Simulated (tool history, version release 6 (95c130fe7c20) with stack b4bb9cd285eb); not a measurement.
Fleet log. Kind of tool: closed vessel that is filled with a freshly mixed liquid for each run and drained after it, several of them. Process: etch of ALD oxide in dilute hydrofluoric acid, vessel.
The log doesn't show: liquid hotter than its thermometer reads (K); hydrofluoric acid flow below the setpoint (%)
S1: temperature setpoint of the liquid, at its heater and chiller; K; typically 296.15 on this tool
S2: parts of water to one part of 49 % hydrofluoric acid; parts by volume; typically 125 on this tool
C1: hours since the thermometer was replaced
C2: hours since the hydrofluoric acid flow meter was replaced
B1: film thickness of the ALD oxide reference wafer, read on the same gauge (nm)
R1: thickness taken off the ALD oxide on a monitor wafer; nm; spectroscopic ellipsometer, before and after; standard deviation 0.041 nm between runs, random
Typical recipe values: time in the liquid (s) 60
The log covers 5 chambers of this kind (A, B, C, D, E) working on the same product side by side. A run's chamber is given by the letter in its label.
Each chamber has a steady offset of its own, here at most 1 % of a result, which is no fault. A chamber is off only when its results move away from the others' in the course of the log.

run 1B hour=3.4 | S1=296.15 S2=125 time_in_the_liquid_(s)=60 | C1=171.7 C2=538.7 | B1=80.005 | R1=7.0484
run 2A hour=7.1 | S1=296.15 S2=125 time_in_the_liquid_(s)=60 | C1=186.5 C2=478.2 | B1=79.989 | R1=6.9835
run 3C hour=11.2 | S1=296.15 S2=125 time_in_the_liquid_(s)=60 | C1=394.5 C2=420.6 | B1=80.002 | R1=7.0766
run 4E hour=15.5 | S1=296.15 S2=125 time_in_the_liquid_(s)=60 | C1=1510.4 C2=430.4 | B1=79.978 | R1=6.9298
-- hour=15.8 chamber E: thermometer replaced
run 5D hour=20.8 | S1=296.15 S2=125 time_in_the_liquid_(s)=60 | C1=629.2 C2=1969.3 | B1=79.993 | R1=6.9585
run 6E hour=24.5 | S1=296.15 S2=125 time_in_the_liquid_(s)=60 | C1=8.8 C2=439.4 | B1=79.998 | R1=6.9742
run 7A hour=28.7 | S1=296.15 S2=125 time_in_the_liquid_(s)=60 | C1=208.1 C2=499.8 | B1=79.987 | R1=7.0163
run 8B hour=32 | S1=296.15 S2=125 time_in_the_liquid_(s)=60 | C1=200.3 C2=567.3 | B1=80.007 | R1=6.9863
run 9D hour=35.8 | S1=296.15 S2=125 time_in_the_liquid_(s)=60 | C1=644.2 C2=1984.3 | B1=79.984 | R1=7.0007
run 10C hour=39.3 | S1=296.15 S2=125 time_in_the_liquid_(s)=60 | C1=422.6 C2=448.7 | B1=80.009 | R1=7.0082
run 11A hour=43.1 | S1=296.15 S2=125 time_in_the_liquid_(s)=60 | C1=222.5 C2=514.2 | B1=80.001 | R1=7.0687
run 12E hour=47.3 | S1=296.15 S2=125 time_in_the_liquid_(s)=60 | C1=31.6 C2=462.2 | B1=79.997 | R1=6.797
run 13B hour=50.9 | S1=296.15 S2=125 time_in_the_liquid_(s)=60 | C1=219.2 C2=586.2 | B1=80.02 | R1=6.9413
run 14D hour=54.7 | S1=296.15 S2=125 time_in_the_liquid_(s)=60 | C1=663.1 C2=2003.2 | B1=79.968 | R1=6.9919
run 15C hour=57.5 | S1=296.15 S2=125 time_in_the_liquid_(s)=60 | C1=440.8 C2=466.9 | B1=80.011 | R1=7.0152
run 16A hour=61.7 | S1=296.15 S2=125 time_in_the_liquid_(s)=60 | C1=241.1 C2=532.8 | B1=80.018 | R1=6.9995
run 17E hour=66.4 | S1=296.15 S2=125 time_in_the_liquid_(s)=60 | C1=50.7 C2=481.3 | B1=79.987 | R1=6.8004
run 18D hour=70.2 | S1=296.15 S2=125 time_in_the_liquid_(s)=60 | C1=678.6 C2=2018.7 | B1=79.994 | R1=6.9795
run 19B hour=72.8 | S1=296.15 S2=125 time_in_the_liquid_(s)=60 | C1=241.1 C2=608.1 | B1=80.011 | R1=7.0212
run 20C hour=75.3 | S1=296.15 S2=85 time_in_the_liquid_(s)=60 | C1=458.6 C2=484.7 | B1=79.977 | R1=10.816
run 21E hour=78.3 | S1=296.15 S2=85 time_in_the_liquid_(s)=60 | C1=62.6 C2=493.2 | B1=79.993 | R1=10.415
run 22B hour=83.4 | S1=296.15 S2=85 time_in_the_liquid_(s)=60 | C1=251.7 C2=618.7 | B1=80.008 | R1=10.921
run 23D hour=87 | S1=296.15 S2=85 time_in_the_liquid_(s)=60 | C1=695.4 C2=2035.5 | B1=80.01 | R1=10.669
run 24C hour=90.6 | S1=296.15 S2=85 time_in_the_liquid_(s)=60 | C1=473.9 C2=500 | B1=80.006 | R1=10.793
run 25A hour=95.9 | S1=296.15 S2=125 time_in_the_liquid_(s)=60 | C1=275.3 C2=567 | B1=79.997 | R1=6.9786
run 26B hour=99.3 | S1=296.15 S2=125 time_in_the_liquid_(s)=60 | C1=267.6 C2=634.6 | B1=80.006 | R1=7.0802
run 27D hour=104.9 | S1=296.15 S2=125 time_in_the_liquid_(s)=60 | C1=713.3 C2=2053.4 | B1=80.005 | R1=7.0837
run 28C hour=108.9 | S1=291.65 S2=145 time_in_the_liquid_(s)=60 | C1=492.2 C2=518.3 | B1=79.958 | R1=4.9556
run 29E hour=112.3 | S1=291.65 S2=145 time_in_the_liquid_(s)=60 | C1=96.6 C2=527.2 | B1=79.997 | R1=4.6561
run 30A hour=117.6 | S1=291.65 S2=145 time_in_the_liquid_(s)=60 | C1=297 C2=588.7 | B1=80.01 | R1=4.9607
run 31A hour=120.2 | S1=291.65 S2=145 time_in_the_liquid_(s)=60 | C1=299.6 C2=591.3 | B1=80.003 | R1=4.9527
-- hour=120.6 chamber A: hydrofluoric acid flow meter replaced
run 32C hour=122.7 | S1=291.65 S2=145 time_in_the_liquid_(s)=60 | C1=506 C2=532.1 | B1=80.013 | R1=4.9412
run 33E hour=127.7 | S1=296.15 S2=125 time_in_the_liquid_(s)=60 | C1=112 C2=542.6 | B1=80.02 | R1=6.5726
run 34B hour=133.3 | S1=294.65 S2=125 time_in_the_liquid_(s)=60 | C1=301.6 C2=668.6 | B1=80.014 | R1=6.7067
run 35D hour=137.4 | S1=294.65 S2=125 time_in_the_liquid_(s)=60 | C1=745.8 C2=2085.9 | B1=79.994 | R1=6.5671
run 36B hour=140.6 | S1=294.65 S2=125 time_in_the_liquid_(s)=60 | C1=308.9 C2=675.9 | B1=79.986 | R1=6.5948
run 37E hour=146.1 | S1=294.65 S2=125 time_in_the_liquid_(s)=60 | C1=130.4 C2=561 | B1=79.987 | R1=6.1239
run 38D hour=150.1 | S1=294.65 S2=125 time_in_the_liquid_(s)=60 | C1=758.5 C2=2098.6 | B1=79.996 | R1=6.6118
run 39A hour=153.4 | S1=296.15 S2=125 time_in_the_liquid_(s)=60 | C1=332.8 C2=32.9 | B1=80.017 | R1=6.9533
run 40C hour=158.5 | S1=296.15 S2=125 time_in_the_liquid_(s)=60 | C1=541.8 C2=567.9 | B1=79.993 | R1=6.9986

Which is it: a chamber that has drifted or been left off by a service, a gauge drift common to all chambers, or only each chamber's usual small offset? If a chamber is off, name it and its likeliest cause.

Chamber E drifts away from the others.
What lies behind it: hydrofluoric acid flow below the setpoint (%) = 7.04.

Here are 4 candidates for chamber E's next run, each the usual settings with a change, their results left as question marks. Which one brings its results back in line with what the others give on the usual settings?
To be in line, a result may differ from the other chambers' mean on the usual settings by at most: R1 0.14 nm
run 41E-1 hour=162.6 | S1=295.15 S2=125 time_in_the_liquid_(s)=60 | R1=?
run 41E-2 hour=162.6 | S1=298.65 S2=125 time_in_the_liquid_(s)=60 | R1=?
run 41E-3 hour=162.6 | S1=296.15 S2=135 time_in_the_liquid_(s)=60 | R1=?
run 41E-4 hour=162.6 | S1=297.15 S2=125 time_in_the_liquid_(s)=60 | R1=?

What the other chambers average on the usual settings: R1 7.028 nm
run=41E-1 R1=6.1737
run=41E-2 R1=7.0702
run=41E-3 R1=5.8659
run=41E-4 R1=6.6749
Change 41E-2 lands the chamber within the allowed miss of the other chambers.
